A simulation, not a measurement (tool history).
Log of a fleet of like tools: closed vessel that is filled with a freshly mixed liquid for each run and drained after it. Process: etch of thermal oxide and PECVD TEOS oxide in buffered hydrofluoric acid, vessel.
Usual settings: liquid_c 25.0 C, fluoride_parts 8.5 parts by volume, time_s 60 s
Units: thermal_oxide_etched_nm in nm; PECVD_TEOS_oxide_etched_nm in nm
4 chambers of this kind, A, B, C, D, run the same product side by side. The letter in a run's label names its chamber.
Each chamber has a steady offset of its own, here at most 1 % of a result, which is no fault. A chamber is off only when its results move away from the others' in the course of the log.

run   hour  liquid_c  fluoride_parts  time_s  hours since the thermometer was replaced  hours since the hydrofluoric acid flow meter was replaced  read-back film thickness of the thermal oxide reference wafer, read on the same gauge (nm)  read-back film thickness of the PECVD TEOS oxide reference wafer, read on the same gauge (nm)  thermal_oxide_etched_nm  PECVD_TEOS_oxide_etched_nm
 1B    6.6      25.0             8.5      60                                     332.0                                                      709.8                                                                                      70.003                                                                                         39.994                   83.335                      258.62
 2D    9.6      25.0             8.5      60                                     132.4                                                      997.1                                                                                      70.015                                                                                         39.998                   83.302                      260.12
      11.8  -- chamber A: thermometer replaced
 3A   12.5      25.0             8.5      60                                       0.7                                                     1591.8                                                                                      70.009                                                                                         40.004                   84.251                      256.86
 4C   15.9      25.0             8.5      60                                    1313.1                                                      561.0                                                                                      70.018                                                                                         40.006                   83.321                      257.95
 5C   21.4      25.0             8.5      60                                    1318.6                                                      566.5                                                                                      69.990                                                                                         40.006                   83.352                      259.81
 6D   25.4      25.0             8.5      90                                     148.2                                                     1012.9                                                                                      70.004                                                                                         40.011                  123.880                      389.45
 7B   31.6      25.0             8.5      90                                     357.0                                                      734.8                                                                                      70.003                                                                                         40.018                  124.870                      386.74
 8A   36.2      25.0             8.5      90                                      24.4                                                     1615.5                                                                                      69.987                                                                                         39.997                  125.910                      390.93
 9A   40.7      25.0             8.5      90                                      28.9                                                     1620.0                                                                                      70.021                                                                                         39.999                  125.510                      389.77
10B   44.3      25.0             8.5      60                                     369.7                                                      747.5                                                                                      69.994                                                                                         40.006                   83.002                      259.73
11C   47.8      25.0             8.5      60                                    1345.0                                                      592.9                                                                                      70.019                                                                                         40.010                   83.974                      260.45
12D   51.1      29.0             6.5      60                                     173.9                                                     1038.6                                                                                      70.009                                                                                         39.988                  134.900                      428.96
13B   54.1      29.0             6.5      60                                     379.5                                                      757.3                                                                                      70.016                                                                                         39.987                  135.820                      422.27
14A   60.7      29.0             6.5      60                                      48.9                                                     1640.0                                                                                      70.017                                                                                         40.016                  138.000                      425.05
15D   64.0      29.0             6.5      60                                     186.8                                                     1051.5                                                                                      69.999                                                                                         39.986                  134.980                      428.40
16C   67.6      25.0             8.5      60                                    1364.8                                                      612.7                                                                                      69.991                                                                                         40.012                   83.366                      258.61
17A   72.5      25.0             8.5      60                                      60.7                                                     1651.8                                                                                      70.010                                                                                         39.999                   83.574                      257.44
18D   76.6      25.0             8.5      60                                     199.4                                                     1064.1                                                                                      70.009                                                                                         39.999                   82.913                      259.47
19C   83.1      25.0             8.5      60                                    1380.3                                                      628.2                                                                                      70.013                                                                                         39.989                   83.312                      259.04
20B   86.9      25.0             8.5      60                                     412.3                                                      790.1                                                                                      70.004                                                                                         39.999                   83.312                      259.45
21B   91.5      25.0             8.5      60                                     416.9                                                      794.7                                                                                      69.992                                                                                         39.993                   83.291                      260.72
22A   95.9      25.0             8.5      60                                      84.1                                                     1675.2                                                                                      69.997                                                                                         39.998                   83.251                      258.18
23D  100.7      25.0             8.5      60                                     223.5                                                     1088.2                                                                                      69.978                                                                                         40.016                   82.661                      260.29
24C  104.0      25.0             8.5      60                                    1401.2                                                      649.1                                                                                      69.991                                                                                         40.008                   83.724                      257.42
25B  109.4      23.0             8.5      45                                     434.8                                                      812.6                                                                                      70.007                                                                                         39.976                   56.085                      177.28
26A  114.0      23.0             8.5      45                                     102.2                                                     1693.3                                                                                      69.981                                                                                         40.010                   56.125                      173.08
27C  117.9      23.0             8.5      45                                    1415.1                                                      663.0                                                                                      69.983                                                                                         40.009                   56.039                      176.80
28D  123.2      23.0             8.5      45                                     246.0                                                     1110.7                                                                                      70.004                                                                                         40.004                   55.592                      175.93
29A  128.6      25.0             8.5      60                                     116.8                                                     1707.9                                                                                      70.002                                                                                         40.001                   83.684                      261.84
30B  132.6      25.0             8.5      60                                     458.0                                                      835.8                                                                                      69.999                                                                                         39.994                   82.973                      261.42
31C  139.2      25.0             8.5      60                                    1436.4                                                      684.3                                                                                      69.989                                                                                         40.005                   84.063                      259.54
32D  143.9      25.0             8.5      60                                     266.7                                                     1131.4                                                                                      70.005                                                                                         39.998                   83.015                      261.41
33D  148.5      25.0             8.5      60                                     271.3                                                     1136.0                                                                                      69.996                                                                                         39.994                   82.865                      261.34
34A  151.7      25.0             8.5      60                                     139.9                                                     1731.0                                                                                      69.998                                                                                         39.999                   83.439                      258.38
35B  156.7      25.0             8.5      60                                     482.1                                                      859.9                                                                                      69.996                                                                                         40.018                   83.589                      261.26
36C  163.0      28.5             8.5      90                                    1460.2                                                      708.1                                                                                      69.979                                                                                         39.977                  151.400                      468.51
37C  168.6      28.5             8.5      90                                    1465.8                                                      713.7                                                                                      69.991                                                                                         39.984                  149.510                      467.29
     170.1  -- chamber B: thermometer replaced
38A  173.6      28.5             8.5      90                                     161.8                                                     1752.9                                                                                      70.011                                                                                         39.978                  150.780                      468.06
39B  178.9      28.5             8.5      90                                       8.8                                                      882.1                                                                                      70.015                                                                                         39.974                  149.320                      467.91
40D  182.1      25.0             6.0      80                                     304.9                                                     1169.6                                                                                      69.993                                                                                         40.005                  155.970                      498.41
41A  185.2      25.0             6.0      80                                     173.4                                                     1764.5                                                                                      69.996                                                                                         40.003                  157.260                      493.01
42B  188.1      25.0             6.0      80                                      18.0                                                      891.3                                                                                      69.980                                                                                         40.004                  157.650                      488.62

Is one chamber off against the others, does the gauge drift, or is nothing wrong? If a chamber is off, say which, and what the likeliest cause is.

No chamber stands off beyond its own small offset, and the gauge holds steady.

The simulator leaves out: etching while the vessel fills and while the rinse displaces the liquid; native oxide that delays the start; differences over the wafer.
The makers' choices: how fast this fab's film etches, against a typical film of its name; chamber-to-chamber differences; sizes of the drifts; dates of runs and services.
